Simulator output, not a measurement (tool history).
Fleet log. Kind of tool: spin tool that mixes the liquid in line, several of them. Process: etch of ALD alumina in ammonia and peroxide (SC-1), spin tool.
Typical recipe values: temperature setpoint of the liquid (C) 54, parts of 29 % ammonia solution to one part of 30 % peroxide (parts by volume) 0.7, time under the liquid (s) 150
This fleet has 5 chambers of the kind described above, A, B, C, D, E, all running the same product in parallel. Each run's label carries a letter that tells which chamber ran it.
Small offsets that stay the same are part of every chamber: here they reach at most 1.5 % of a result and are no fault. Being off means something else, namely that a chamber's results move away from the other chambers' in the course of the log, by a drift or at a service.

| run | day | temperature setpoint of the liquid (C) | parts of 29 % ammonia solution to one part of 30 % peroxide (parts by volume) | time under the liquid (s) | read-back film thickness of the ALD alumina reference wafer, read on the same gauge (nm) | thickness taken off the ALD alumina on a monitor wafer (angstrom) |
|---|---|---|---|---|---|---|
| 1D | 0.45 | 54 | 0.7 | 150 | 119.98 | 89.556 |
|  | 0.512 | chamber B: new drum of ammonia solution connected |
|  | 0.804 | chamber A: new drum of ammonia solution connected |
| 2C | 0.988 | 54 | 0.7 | 150 | 120.07 | 92.631 |
| 3B | 1.479 | 54 | 0.7 | 150 | 120 | 92.447 |
| 4A | 1.971 | 54 | 0.7 | 150 | 120.01 | 91.266 |
|  | 2.092 | chamber D: heated supply line repaired |
| 5E | 2.529 | 54 | 0.7 | 150 | 119.98 | 92.034 |
| 6C | 2.846 | 54 | 0.7 | 150 | 120.01 | 91.017 |
| 7E | 3.375 | 54 | 0.7 | 150 | 120.05 | 92.87 |
| 8B | 3.854 | 46.5 | 0.45 | 150 | 119.98 | 57.017 |
| 9D | 4.362 | 46.5 | 0.45 | 150 | 119.97 | 56.717 |
| 10A | 4.796 | 46.5 | 0.45 | 150 | 120.02 | 57.393 |
|  | 5.008 | chamber D: ammonia flow meter replaced |
| 11B | 5.258 | 46.5 | 0.45 | 150 | 120.04 | 56.055 |
| 12C | 5.738 | 46.5 | 0.45 | 150 | 120.03 | 59.395 |
| 13D | 6.271 | 54 | 0.7 | 150 | 120.01 | 89.607 |
| 14A | 6.642 | 54 | 0.7 | 150 | 120.03 | 92.051 |
|  | 7.133 | chamber C: new drum of ammonia solution connected |
| 15E | 7.133 | 54 | 0.7 | 150 | 119.97 | 92.648 |
|  | 7.367 | chamber D: new drum of ammonia solution connected |
| 16A | 7.488 | 54 | 0.7 | 150 | 120 | 91.505 |
| 17E | 7.771 | 54 | 0.7 | 150 | 119.98 | 94.337 |
| 18D | 8.254 | 54 | 0.7 | 150 | 119.97 | 91.851 |
| 19B | 8.596 | 54 | 0.7 | 150 | 120 | 85.509 |
| 20C | 8.896 | 54 | 0.7 | 150 | 120.03 | 91.258 |
| 21C | 9.196 | 54 | 0.7 | 150 | 119.96 | 93.434 |
| 22D | 9.454 | 54 | 0.7 | 150 | 120 | 89.255 |
| 23E | 9.925 | 54 | 0.7 | 150 | 120.07 | 91.589 |
| 24A | 10.279 | 54 | 0.7 | 150 | 120.03 | 90.747 |
| 25B | 10.788 | 54 | 0.7 | 150 | 120.09 | 83.665 |
| 26B | 11.083 | 54 | 0.7 | 150 | 119.98 | 83.194 |
| 27A | 11.375 | 48 | 1.05 | 150 | 120 | 68.345 |
| 28E | 11.925 | 48 | 1.05 | 150 | 120.03 | 69.291 |
| 29D | 12.383 | 48 | 1.05 | 150 | 119.97 | 66.692 |
| 30C | 12.942 | 48 | 1.05 | 150 | 120.02 | 69.194 |
|  | 13.029 | chamber E: new drum of ammonia solution connected |
|  | 13.279 | chamber A: new drum of ammonia solution connected |
| 31B | 13.512 | 48 | 1.05 | 150 | 120.01 | 60.99 |
| 32D | 14.008 | 54 | 0.7 | 150 | 119.97 | 90.506 |
| 33E | 14.367 | 54 | 0.7 | 150 | 120.02 | 92.227 |
| 34A | 14.654 | 54 | 0.7 | 150 | 120 | 90.717 |
| 35C | 15 | 54 | 0.7 | 150 | 120.03 | 92.296 |
| 36E | 15.529 | 54 | 0.7 | 150 | 120.02 | 90.82 |
| 37D | 15.888 | 54 | 0.7 | 150 | 119.99 | 89.384 |
| 38B | 16.371 | 54 | 0.7 | 150 | 120.03 | 79.484 |

Has any chamber moved away from the others, gradually or after a service, or does the common gauge drift, or do the chambers differ only by their own small steady offsets? State the chamber and the most likely cause if one applies.

One chamber, B, drifts off from the rest bit by bit.
Cause: liquid colder than its thermometer reads (K) = 2.51.
The log may not tell that from: temperature lost on the way to the wafer (K).

Below are 4 candidate recipes for chamber B's next run, each the usual settings with a change, their results shown as question marks. Which of them brings B's results back in line with what the other chambers give on the usual settings?
Allowed miss from the other chambers' usual-settings mean, per result, to count as in line: thickness taken off the ALD alumina on a monitor wafer (angstrom) 3
| 39B-1 | 16.779 | 56.5 | 0.7 | 175 |  | ? |
| 39B-2 | 16.779 | 54 | 0.7 | 170 |  | ? |
| 39B-3 | 16.779 | 49 | 0.7 | 150 |  | ? |
| 39B-4 | 16.779 | 53 | 0.7 | 140 |  | ? |

Average result of the remaining chambers running the usual settings: thickness taken off the ALD alumina on a monitor wafer (angstrom) 91.227
| run | thickness taken off the ALD alumina on a monitor wafer (angstrom) |
|---|---|
| 39B-1 | 106.69 |
| 39B-2 | 90.65 |
| 39B-3 | 60.731 |
| 39B-4 | 70.683 |
The answer is 39B-2, which returns the chamber to within the allowed miss of the others.

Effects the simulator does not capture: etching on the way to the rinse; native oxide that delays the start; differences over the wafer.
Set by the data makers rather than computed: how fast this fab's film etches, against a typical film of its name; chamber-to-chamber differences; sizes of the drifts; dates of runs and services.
